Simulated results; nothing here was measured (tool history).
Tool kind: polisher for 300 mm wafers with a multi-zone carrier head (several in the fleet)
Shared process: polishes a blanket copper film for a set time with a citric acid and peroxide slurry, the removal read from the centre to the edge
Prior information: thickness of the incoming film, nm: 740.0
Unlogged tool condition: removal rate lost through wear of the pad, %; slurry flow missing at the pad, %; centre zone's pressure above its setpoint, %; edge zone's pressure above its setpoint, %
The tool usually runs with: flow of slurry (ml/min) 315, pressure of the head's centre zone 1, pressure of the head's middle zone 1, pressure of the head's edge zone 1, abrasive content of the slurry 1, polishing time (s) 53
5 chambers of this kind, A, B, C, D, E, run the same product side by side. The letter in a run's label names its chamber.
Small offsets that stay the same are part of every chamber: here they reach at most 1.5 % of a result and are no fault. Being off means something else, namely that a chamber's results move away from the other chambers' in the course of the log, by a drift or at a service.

| run | hour | flow of slurry (ml/min) | pressure of the head's centre zone | pressure of the head's middle zone | pressure of the head's edge zone | abrasive content of the slurry | polishing time (s) | wafers polished on this pad | hours since the slurry nozzle was cleaned | hours since the centre zone pressure was calibrated | hours since the edge zone pressure was calibrated | film removed at the wafer's centre (Å) | film removed at mid-radius (Å) | film removed at the wafer's edge (Å) |
|---|---|---|---|---|---|---|---|---|---|---|---|---|---|---|
|  | 1.1 | chamber A: worn pad replaced by a new one |
| 1B | 7.1 | 315 | 1 | 1 | 1 | 1 | 53 | 218 | 780.8 | 202 | 197.8 | 1346.8 | 1356.7 | 1360 |
| 2D | 13.5 | 315 | 1 | 1 | 1 | 1 | 53 | 193 | 172.7 | 70.3 | 1011.9 | 1340.7 | 1346 | 1362.9 |
|  | 15.3 | chamber E: slurry nozzle cleaned |
|  | 17.7 | chamber E: worn pad replaced by a new one |
| 3E | 19.8 | 315 | 1 | 1 | 1 | 1 | 53 | 26 | 4.5 | 59.5 | 587 | 1367.1 | 1348.2 | 1369.5 |
|  | 28.4 | chamber C: worn pad replaced by a new one |
| 4C | 30.7 | 315 | 1 | 1 | 1 | 1 | 53 | 28 | 126.5 | 401.1 | 249.5 | 1367.6 | 1379.3 | 1359 |
| 5A | 36.4 | 315 | 1 | 1 | 1 | 1 | 53 | 434 | 439.2 | 452.5 | 304.3 | 1364.1 | 1372.4 | 1362.7 |
|  | 38.9 | chamber B: worn pad replaced by a new one |
| 6A | 45.5 | 315 | 1 | 1 | 1 | 1 | 53 | 546 | 448.3 | 461.6 | 313.4 | 1350.9 | 1367.4 | 1369.2 |
| 7D | 51.5 | 315 | 1 | 1 | 1 | 1 | 53 | 660 | 210.7 | 108.3 | 1049.9 | 1324 | 1353.1 | 1360.4 |
|  | 54.6 | chamber D: worn pad replaced by a new one |
| 8E | 60.1 | 315 | 1 | 1 | 1 | 1 | 53 | 522 | 44.8 | 99.8 | 627.3 | 1364.4 | 1362.5 | 1367.5 |
|  | 60.2 | chamber A: centre zone pressure recalibrated |
|  | 71.1 | chamber E: worn pad replaced by a new one |
| 9B | 71.1 | 315 | 1 | 1 | 1 | 1 | 53 | 396 | 844.8 | 266 | 261.8 | 1365.4 | 1371.1 | 1376.8 |
|  | 76.6 | chamber A: worn pad replaced by a new one |
| 10C | 80.9 | 315 | 1 | 1 | 1 | 1 | 53 | 645 | 176.7 | 451.3 | 299.7 | 1342.7 | 1370.4 | 1358.4 |
|  | 83 | chamber D: slurry nozzle cleaned |
| 11C | 88.1 | 315 | 1 | 1 | 1 | 1 | 53 | 734 | 183.9 | 458.5 | 306.9 | 1359.9 | 1370.2 | 1355.8 |
| 12D | 93.3 | 315 | 1 | 0.96 | 1 | 1 | 59 | 476 | 10.4 | 150.1 | 1091.7 | 1494.4 | 1457.4 | 1519.5 |
| 13A | 101.9 | 315 | 1 | 0.96 | 1 | 1 | 59 | 311 | 504.7 | 41.8 | 369.8 | 1523.2 | 1456.9 | 1509 |
|  | 102.4 | chamber E: edge zone pressure recalibrated |
|  | 105.1 | chamber B: worn pad replaced by a new one |
| 14B | 108.9 | 315 | 1 | 0.96 | 1 | 1 | 59 | 47 | 882.6 | 303.8 | 299.6 | 1509.6 | 1433.9 | 1526.1 |
|  | 113.8 | chamber D: worn pad replaced by a new one |
| 15E | 114 | 315 | 1 | 0.96 | 1 | 1 | 59 | 528 | 98.7 | 153.7 | 11.7 | 1525.7 | 1460.8 | 1540.9 |
|  | 116.9 | chamber B: slurry nozzle cleaned |
| 16C | 122.3 | 315 | 1 | 0.96 | 1 | 1 | 59 | 1155 | 218.1 | 492.7 | 341.1 | 1523.7 | 1484.7 | 1528.5 |
| 17D | 128.3 | 315 | 1 | 1 | 1 | 1 | 53 | 178 | 45.4 | 185.1 | 1126.7 | 1355.3 | 1344.4 | 1353.7 |
|  | 130.8 | chamber E: worn pad replaced by a new one |
|  | 132.9 | chamber C: worn pad replaced by a new one |
| 18A | 134.8 | 315 | 1 | 1 | 1.11 | 1 | 53 | 716 | 537.6 | 74.7 | 402.7 | 1358.4 | 1386.8 | 1458 |
|  | 137.1 | chamber B: centre zone pressure recalibrated |
| 19B | 142.9 | 315 | 1 | 1 | 1.11 | 1 | 53 | 465 | 26.1 | 5.8 | 333.6 | 1342.7 | 1359.8 | 1454.4 |
|  | 153.7 | chamber D: edge zone pressure recalibrated |
| 20E | 154 | 315 | 1 | 1 | 1.11 | 1 | 53 | 286 | 138.7 | 193.7 | 51.7 | 1354.7 | 1357.8 | 1451.5 |
|  | 155.6 | chamber B: worn pad replaced by a new one |
|  | 157.9 | chamber C: slurry nozzle cleaned |
| 21E | 160.9 | 315 | 1 | 1 | 1.11 | 1 | 53 | 371 | 145.6 | 200.6 | 58.6 | 1371.3 | 1348.3 | 1436.1 |
|  | 164 | chamber A: worn pad replaced by a new one |
|  | 164.9 | chamber D: worn pad replaced by a new one |
| 22C | 166.8 | 315 | 1 | 1 | 1.11 | 1 | 53 | 417 | 9 | 537.2 | 385.6 | 1362.3 | 1395.7 | 1452.8 |
| 23D | 177.4 | 315 | 1 | 1 | 1 | 1 | 53 | 154 | 94.5 | 234.2 | 23.8 | 1347.1 | 1357.7 | 1373.6 |
| 24B | 183.5 | 315 | 1 | 1 | 1 | 1 | 53 | 343 | 66.7 | 46.4 | 374.2 | 1369.8 | 1344.7 | 1371.8 |
| 25A | 189.1 | 315 | 1 | 1 | 1 | 1 | 53 | 309 | 591.9 | 129 | 457 | 1356.5 | 1375.7 | 1352.3 |
|  | 189.4 | chamber E: worn pad replaced by a new one |
| 26D | 194.7 | 315 | 1 | 1 | 1 | 1 | 53 | 367 | 111.8 | 251.5 | 41.1 | 1333.8 | 1343.9 | 1369.4 |
| 27E | 203.3 | 315 | 1 | 1 | 1 | 1 | 53 | 171 | 188 | 243 | 101 | 1365 | 1337.5 | 1368.9 |
| 28C | 209.6 | 315 | 1 | 1 | 1 | 1 | 53 | 944 | 51.8 | 580 | 428.4 | 1359.3 | 1373.2 | 1368.1 |
|  | 213.1 | chamber B: worn pad replaced by a new one |
| 29A | 220.6 | 315 | 1 | 1.08 | 0.95 | 1 | 53 | 697 | 623.4 | 160.5 | 488.5 | 1345.7 | 1464.5 | 1328.7 |
|  | 224.8 | chamber D: worn pad replaced by a new one |
| 30B | 228.2 | 315 | 1 | 1.08 | 0.95 | 1 | 53 | 185 | 111.4 | 91.1 | 418.9 | 1377.6 | 1448.3 | 1344.4 |
|  | 230.2 | chamber A: worn pad replaced by a new one |
| 31E | 234.8 | 315 | 1 | 1.08 | 0.95 | 1 | 53 | 558 | 219.5 | 274.5 | 132.5 | 1366.6 | 1447.3 | 1344.8 |
| 32D | 241.6 | 315 | 1 | 1.08 | 0.95 | 1 | 53 | 207 | 158.7 | 298.4 | 88 | 1340.5 | 1458 | 1340.2 |
|  | 243.8 | chamber A: slurry nozzle cleaned |
| 33B | 250.4 | 315 | 1 | 1.08 | 0.95 | 1 | 53 | 459 | 133.6 | 113.3 | 441.1 | 1349.8 | 1423.3 | 1335.6 |
| 34A | 258.1 | 315 | 1 | 1 | 1 | 1 | 53 | 343 | 14.4 | 198 | 526 | 1348.5 | 1380.9 | 1346.4 |

Read the log: is a single chamber off, either drifting away or since a service, is the gauge that measures every chamber drifting, or is nothing wrong beyond small per-chamber offsets? Name any odd chamber and what most likely caused it.

No chamber is off and the gauge is stable; the differences are just each chamber's small, constant offset.
